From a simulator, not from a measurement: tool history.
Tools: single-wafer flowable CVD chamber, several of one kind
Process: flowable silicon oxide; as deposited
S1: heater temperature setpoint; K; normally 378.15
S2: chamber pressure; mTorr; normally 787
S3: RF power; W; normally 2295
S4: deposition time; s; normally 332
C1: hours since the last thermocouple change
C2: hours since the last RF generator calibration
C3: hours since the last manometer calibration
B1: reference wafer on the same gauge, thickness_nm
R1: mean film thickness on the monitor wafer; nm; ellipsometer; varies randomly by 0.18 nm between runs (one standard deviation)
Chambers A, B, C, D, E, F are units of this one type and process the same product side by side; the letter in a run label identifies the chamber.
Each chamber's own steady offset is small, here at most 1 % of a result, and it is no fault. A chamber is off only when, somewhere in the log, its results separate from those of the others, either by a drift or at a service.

{"run": "1A", "hour": 6.9, "S1": 378.15, "S2": 787, "S3": 2295, "S4": 332, "C1": 797.4, "C2": 171.0, "C3": 2304.1, "B1": 146.03, "R1": 171.54}
{"run": "2D", "hour": 14.9, "S1": 378.15, "S2": 787, "S3": 2295, "S4": 332, "C1": 2123.0, "C2": 710.9, "C3": 809.1, "B1": 146.05, "R1": 170.01}
{"run": "3B", "hour": 22.7, "S1": 378.15, "S2": 787, "S3": 2295, "S4": 332, "C1": 479.9, "C2": 1171.4, "C3": 1821.1, "B1": 146.06, "R1": 170.14}
{"run": "4F", "hour": 26.6, "S1": 378.15, "S2": 787, "S3": 2295, "S4": 332, "C1": 633.9, "C2": 1737.2, "C3": 203.4, "B1": 146.06, "R1": 169.91}
{"run": "5E", "hour": 34.2, "S1": 378.15, "S2": 787, "S3": 2295, "S4": 332, "C1": 1158.0, "C2": 335.0, "C3": 1097.3, "B1": 146.14, "R1": 171.71}
{"run": "6C", "hour": 40.9, "S1": 378.15, "S2": 787, "S3": 2295, "S4": 332, "C1": 1828.5, "C2": 775.8, "C3": 172.2, "B1": 146.11, "R1": 171.32}
{"run": "7A", "hour": 48.0, "S1": 378.15, "S2": 787, "S3": 2295, "S4": 332, "C1": 838.5, "C2": 212.1, "C3": 2345.2, "B1": 146.14, "R1": 171.32}
{"run": "8D", "hour": 53.0, "S1": 378.15, "S2": 787, "S3": 2295, "S4": 332, "C1": 2161.1, "C2": 749.0, "C3": 847.2, "B1": 146.13, "R1": 169.94}
{"run": "9B", "hour": 60.3, "S1": 378.15, "S2": 787, "S3": 2295, "S4": 332, "C1": 517.5, "C2": 1209.0, "C3": 1858.7, "B1": 146.19, "R1": 170.13}
{"run": "10F", "hour": 66.7, "S1": 378.15, "S2": 787, "S3": 2295, "S4": 332, "C1": 674.0, "C2": 1777.3, "C3": 243.5, "B1": 146.16, "R1": 170.56}
{"run": "11E", "hour": 73.8, "S1": 378.15, "S2": 787, "S3": 2295, "S4": 332, "C1": 1197.6, "C2": 374.6, "C3": 1136.9, "B1": 146.2, "R1": 171.76}
{"run": "12C", "hour": 79.6, "S1": 378.15, "S2": 940, "S3": 2295, "S4": 279, "C1": 1867.2, "C2": 814.5, "C3": 210.9, "B1": 146.2, "R1": 178.94}
{"run": "13E", "hour": 86.6, "S1": 378.15, "S2": 940, "S3": 2295, "S4": 279, "C1": 1210.4, "C2": 387.4, "C3": 1149.7, "B1": 146.21, "R1": 180.48}
{"run": "14B", "hour": 91.5, "S1": 378.15, "S2": 940, "S3": 2295, "S4": 279, "C1": 548.7, "C2": 1240.2, "C3": 1889.9, "B1": 146.22, "R1": 179.34}
{"run": "15F", "hour": 98.2, "S1": 378.15, "S2": 940, "S3": 2295, "S4": 279, "C1": 705.5, "C2": 1808.8, "C3": 275.0, "B1": 146.23, "R1": 179.41}
{"run": "16A", "hour": 103.2, "S1": 378.15, "S2": 940, "S3": 2295, "S4": 279, "C1": 893.7, "C2": 267.3, "C3": 2400.4, "B1": 146.25, "R1": 180.87}
{"run": "17D", "hour": 109.6, "S1": 378.15, "S2": 940, "S3": 2295, "S4": 279, "C1": 2217.7, "C2": 805.6, "C3": 903.8, "B1": 146.32, "R1": 179.24}
{"run": "18C", "hour": 116.4, "S1": 378.15, "S2": 787, "S3": 2295, "S4": 332, "C1": 1904.0, "C2": 851.3, "C3": 247.7, "B1": 146.25, "R1": 171.34}
{"run": "19C", "hour": 123.1, "S1": 378.15, "S2": 787, "S3": 2295, "S4": 332, "C1": 1910.7, "C2": 858.0, "C3": 254.4, "B1": 146.32, "R1": 171.67}
{"run": "20E", "hour": 128.2, "S1": 378.15, "S2": 787, "S3": 2295, "S4": 332, "C1": 1252.0, "C2": 429.0, "C3": 1191.3, "B1": 146.3, "R1": 172.17}
{"run": "21D", "hour": 133.1, "S1": 378.15, "S2": 787, "S3": 2295, "S4": 332, "C1": 2241.2, "C2": 829.1, "C3": 927.3, "B1": 146.34, "R1": 170.26}
{"run": "22B", "hour": 138.1, "S1": 378.15, "S2": 787, "S3": 2295, "S4": 332, "C1": 595.3, "C2": 1286.8, "C3": 1936.5, "B1": 146.35, "R1": 170.41}
{"hour": 143.6, "done": "chamber D: thermocouple changed; heater temperature recalibrated"}
{"run": "23A", "hour": 144.4, "S1": 378.15, "S2": 787, "S3": 2295, "S4": 332, "C1": 934.9, "C2": 308.5, "C3": 2441.6, "B1": 146.35, "R1": 171.56}
{"run": "24F", "hour": 150.2, "S1": 364.15, "S2": 787, "S3": 2130, "S4": 332, "C1": 757.5, "C2": 1860.8, "C3": 327.0, "B1": 146.41, "R1": 267.21}
{"hour": 154.8, "done": "chamber C: thermocouple changed; heater temperature recalibrated"}
{"run": "25D", "hour": 155.5, "S1": 364.15, "S2": 787, "S3": 2130, "S4": 332, "C1": 12.0, "C2": 851.5, "C3": 949.7, "B1": 146.38, "R1": 268.46}
{"run": "26F", "hour": 158.9, "S1": 364.15, "S2": 787, "S3": 2130, "S4": 332, "C1": 766.2, "C2": 1869.5, "C3": 335.7, "B1": 146.43, "R1": 267.39}
{"run": "27A", "hour": 165.5, "S1": 364.15, "S2": 787, "S3": 2130, "S4": 332, "C1": 956.0, "C2": 329.6, "C3": 2462.7, "B1": 146.43, "R1": 269.72}
{"run": "28E", "hour": 172.5, "S1": 364.15, "S2": 787, "S3": 2130, "S4": 332, "C1": 1296.3, "C2": 473.3, "C3": 1235.6, "B1": 146.46, "R1": 271.94}
{"run": "29C", "hour": 178.9, "S1": 364.15, "S2": 787, "S3": 2130, "S4": 332, "C1": 24.1, "C2": 913.8, "C3": 310.2, "B1": 146.46, "R1": 268.59}
{"run": "30B", "hour": 184.1, "S1": 378.15, "S2": 787, "S3": 2295, "S4": 332, "C1": 641.3, "C2": 1332.8, "C3": 1982.5, "B1": 146.45, "R1": 170.67}
{"run": "31E", "hour": 191.7, "S1": 378.15, "S2": 787, "S3": 2295, "S4": 332, "C1": 1315.5, "C2": 492.5, "C3": 1254.8, "B1": 146.52, "R1": 172.31}
{"run": "32A", "hour": 198.4, "S1": 378.15, "S2": 787, "S3": 2295, "S4": 332, "C1": 988.9, "C2": 362.5, "C3": 2495.6, "B1": 146.54, "R1": 171.97}
{"run": "33D", "hour": 204.8, "S1": 378.15, "S2": 787, "S3": 2295, "S4": 332, "C1": 61.3, "C2": 900.8, "C3": 999.0, "B1": 146.51, "R1": 170.57}
{"run": "34F", "hour": 208.6, "S1": 378.15, "S2": 787, "S3": 2295, "S4": 332, "C1": 815.9, "C2": 1919.2, "C3": 385.4, "B1": 146.57, "R1": 170.43}
{"run": "35B", "hour": 216.5, "S1": 378.15, "S2": 787, "S3": 2295, "S4": 332, "C1": 673.7, "C2": 1365.2, "C3": 2014.9, "B1": 146.56, "R1": 170.81}
{"run": "36C", "hour": 224.6, "S1": 378.15, "S2": 787, "S3": 2295, "S4": 332, "C1": 69.8, "C2": 959.5, "C3": 355.9, "B1": 146.58, "R1": 171.76}
{"run": "37A", "hour": 228.3, "S1": 378.15, "S2": 787, "S3": 2295, "S4": 332, "C1": 1018.8, "C2": 392.4, "C3": 2525.5, "B1": 146.6, "R1": 171.74}
{"run": "38E", "hour": 232.9, "S1": 378.15, "S2": 787, "S3": 2295, "S4": 332, "C1": 1356.7, "C2": 533.7, "C3": 1296.0, "B1": 146.6, "R1": 172.24}
{"run": "39F", "hour": 239.6, "S1": 378.15, "S2": 719, "S3": 2465, "S4": 332, "C1": 846.9, "C2": 1950.2, "C3": 416.4, "B1": 146.63, "R1": 152.72}

Next, every chamber runs the same settings. What will each give?
{"run": "40A", "hour": 245.4, "S1": 378.15, "S2": 787, "S3": 2295, "S4": 332, "R1": "?"}
{"run": "40B", "hour": 245.4, "S1": 378.15, "S2": 787, "S3": 2295, "S4": 332, "R1": "?"}
{"run": "40C", "hour": 245.4, "S1": 378.15, "S2": 787, "S3": 2295, "S4": 332, "R1": "?"}
{"run": "40D", "hour": 245.4, "S1": 378.15, "S2": 787, "S3": 2295, "S4": 332, "R1": "?"}
{"run": "40E", "hour": 245.4, "S1": 378.15, "S2": 787, "S3": 2295, "S4": 332, "R1": "?"}
{"run": "40F", "hour": 245.4, "S1": 378.15, "S2": 787, "S3": 2295, "S4": 332, "R1": "?"}

run=40A R1=172.22
run=40B R1=170.33
run=40C R1=172.19
run=40D R1=170.23
run=40E R1=172.35
run=40F R1=170.65
